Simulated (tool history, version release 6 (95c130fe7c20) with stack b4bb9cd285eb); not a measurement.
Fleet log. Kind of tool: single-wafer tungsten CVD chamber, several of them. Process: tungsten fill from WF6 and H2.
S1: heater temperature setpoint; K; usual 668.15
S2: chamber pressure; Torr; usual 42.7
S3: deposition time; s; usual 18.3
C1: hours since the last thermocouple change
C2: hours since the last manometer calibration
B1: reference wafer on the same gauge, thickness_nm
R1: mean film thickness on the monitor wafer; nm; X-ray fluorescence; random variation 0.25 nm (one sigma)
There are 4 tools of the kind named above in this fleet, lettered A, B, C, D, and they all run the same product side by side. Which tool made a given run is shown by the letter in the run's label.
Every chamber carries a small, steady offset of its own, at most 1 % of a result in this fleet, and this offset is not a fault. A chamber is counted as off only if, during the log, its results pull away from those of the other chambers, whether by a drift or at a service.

run 1A hour=13.6 | S1=668.15 S2=42.7 S3=18.3 | C1=1512.8 C2=2463.0 | B1=54.241 | R1=57.041
-- hour=20.1 chamber B: capacitance manometer re-zeroed and calibrated
run 2C hour=23.2 | S1=668.15 S2=42.7 S3=18.3 | C1=185.5 C2=489.4 | B1=54.258 | R1=56.744
run 3D hour=30.3 | S1=668.15 S2=42.7 S3=18.3 | C1=941.1 C2=2386.8 | B1=54.204 | R1=57.392
run 4B hour=40.6 | S1=668.15 S2=42.7 S3=18.3 | C1=161.9 C2=20.6 | B1=54.226 | R1=57.262
run 5C hour=52.3 | S1=668.15 S2=42.7 S3=18.3 | C1=214.6 C2=518.5 | B1=54.187 | R1=56.478
run 6B hour=63.1 | S1=668.15 S2=42.7 S3=18.3 | C1=184.4 C2=43.1 | B1=54.166 | R1=57.115
run 7D hour=77.5 | S1=681.15 S2=42.7 S3=18.3 | C1=988.3 C2=2434.0 | B1=54.233 | R1=72.474
run 8A hour=89.7 | S1=681.15 S2=42.7 S3=18.3 | C1=1588.9 C2=2539.1 | B1=54.208 | R1=72.273
run 9D hour=100.2 | S1=681.15 S2=42.7 S3=18.3 | C1=1011.0 C2=2456.7 | B1=54.129 | R1=72.326
run 10C hour=113.1 | S1=681.15 S2=42.7 S3=18.3 | C1=275.4 C2=579.3 | B1=54.229 | R1=72.685
-- hour=118.3 chamber A: capacitance manometer re-zeroed and calibrated
run 11B hour=122.3 | S1=668.15 S2=42.7 S3=18.3 | C1=243.6 C2=102.3 | B1=54.198 | R1=57.292
run 12A hour=131.1 | S1=659.15 S2=37.7 S3=18.3 | C1=1630.3 C2=12.8 | B1=54.159 | R1=45.441
run 13D hour=142.5 | S1=659.15 S2=37.7 S3=18.3 | C1=1053.3 C2=2499.0 | B1=54.184 | R1=45.507
run 14A hour=149.9 | S1=659.15 S2=37.7 S3=18.3 | C1=1649.1 C2=31.6 | B1=54.227 | R1=45.182
run 15B hour=157.5 | S1=659.15 S2=37.7 S3=18.3 | C1=278.8 C2=137.5 | B1=54.200 | R1=45.587
-- hour=159.8 chamber D: thermocouple changed; heater temperature recalibrated
run 16C hour=171.9 | S1=673.15 S2=38.0 S3=18.3 | C1=334.2 C2=638.1 | B1=54.191 | R1=58.896
run 17A hour=181.7 | S1=673.15 S2=38.0 S3=18.3 | C1=1680.9 C2=63.4 | B1=54.210 | R1=59.209
run 18B hour=192.3 | S1=673.15 S2=38.0 S3=18.3 | C1=313.6 C2=172.3 | B1=54.189 | R1=59.489
run 19C hour=201.4 | S1=673.15 S2=38.0 S3=18.3 | C1=363.7 C2=667.6 | B1=54.170 | R1=58.758
run 20D hour=209.0 | S1=668.15 S2=42.7 S3=18.3 | C1=49.3 C2=2565.5 | B1=54.172 | R1=60.058
run 21B hour=218.1 | S1=668.15 S2=42.7 S3=18.3 | C1=339.4 C2=198.1 | B1=54.265 | R1=57.320
run 22D hour=229.2 | S1=668.15 S2=42.7 S3=18.3 | C1=69.5 C2=2585.7 | B1=54.165 | R1=60.044
run 23C hour=241.3 | S1=668.15 S2=42.7 S3=18.3 | C1=403.6 C2=707.5 | B1=54.190 | R1=56.774
run 24A hour=255.6 | S1=668.15 S2=42.7 S3=18.3 | C1=1754.8 C2=137.3 | B1=54.206 | R1=56.872
run 25C hour=265.0 | S1=668.15 S2=42.7 S3=18.3 | C1=427.3 C2=731.2 | B1=54.220 | R1=56.954
run 26B hour=275.9 | S1=668.15 S2=42.7 S3=18.3 | C1=397.2 C2=255.9 | B1=54.171 | R1=57.222
run 27D hour=289.4 | S1=668.15 S2=42.7 S3=18.3 | C1=129.7 C2=2645.9 | B1=54.263 | R1=60.460
run 28A hour=297.6 | S1=668.15 S2=42.7 S3=18.3 | C1=1796.8 C2=179.3 | B1=54.254 | R1=57.065
run 29B hour=310.7 | S1=668.15 S2=42.7 S3=18.3 | C1=432.0 C2=290.7 | B1=54.215 | R1=57.306
-- hour=314.6 chamber D: capacitance manometer re-zeroed and calibrated
run 30C hour=321.5 | S1=668.15 S2=39.0 S3=21.5 | C1=483.8 C2=787.7 | B1=54.244 | R1=63.951
run 31A hour=333.6 | S1=668.15 S2=39.0 S3=21.5 | C1=1832.8 C2=215.3 | B1=54.233 | R1=64.528
run 32D hour=344.0 | S1=668.15 S2=39.0 S3=21.5 | C1=184.3 C2=29.5 | B1=54.185 | R1=67.721
run 33A hour=354.9 | S1=668.15 S2=39.0 S3=21.5 | C1=1854.1 C2=236.6 | B1=54.203 | R1=64.611
run 34B hour=367.8 | S1=682.15 S2=42.7 S3=18.3 | C1=489.1 C2=347.8 | B1=54.165 | R1=73.664

Is one chamber out of step, is the gauge drifting, or do the chambers differ by no more than their own small offsets? For an off chamber, give its letter and the likeliest cause.

A service on chamber D put it out of line with the rest.
Most likely cause: wafer temperature above the value expected at the setpoint (K) = 2.34.

Below are 4 candidate recipes for chamber D's next run, each the usual settings with a change, their results shown as question marks. Which of them brings D's results back in line with what the other chambers give on the usual settings?
In-line tolerance around the mean of the other chambers on the usual settings: R1 0.870 nm
run 35D-1 hour=378.1 | S1=668.15 S2=42.7 S3=17.9 | R1=?
run 35D-2 hour=378.1 | S1=669.15 S2=42.7 S3=18.3 | R1=?
run 35D-3 hour=378.1 | S1=666.15 S2=42.7 S3=18.0 | R1=?
run 35D-4 hour=378.1 | S1=668.15 S2=43.8 S3=19.0 | R1=?

What the other chambers average on the usual settings: R1 57.053 nm
run=35D-1 R1=58.629
run=35D-2 R1=61.075
run=35D-3 R1=56.786
run=35D-4 R1=62.989
It is 35D-3 that realigns the chamber with its peers.

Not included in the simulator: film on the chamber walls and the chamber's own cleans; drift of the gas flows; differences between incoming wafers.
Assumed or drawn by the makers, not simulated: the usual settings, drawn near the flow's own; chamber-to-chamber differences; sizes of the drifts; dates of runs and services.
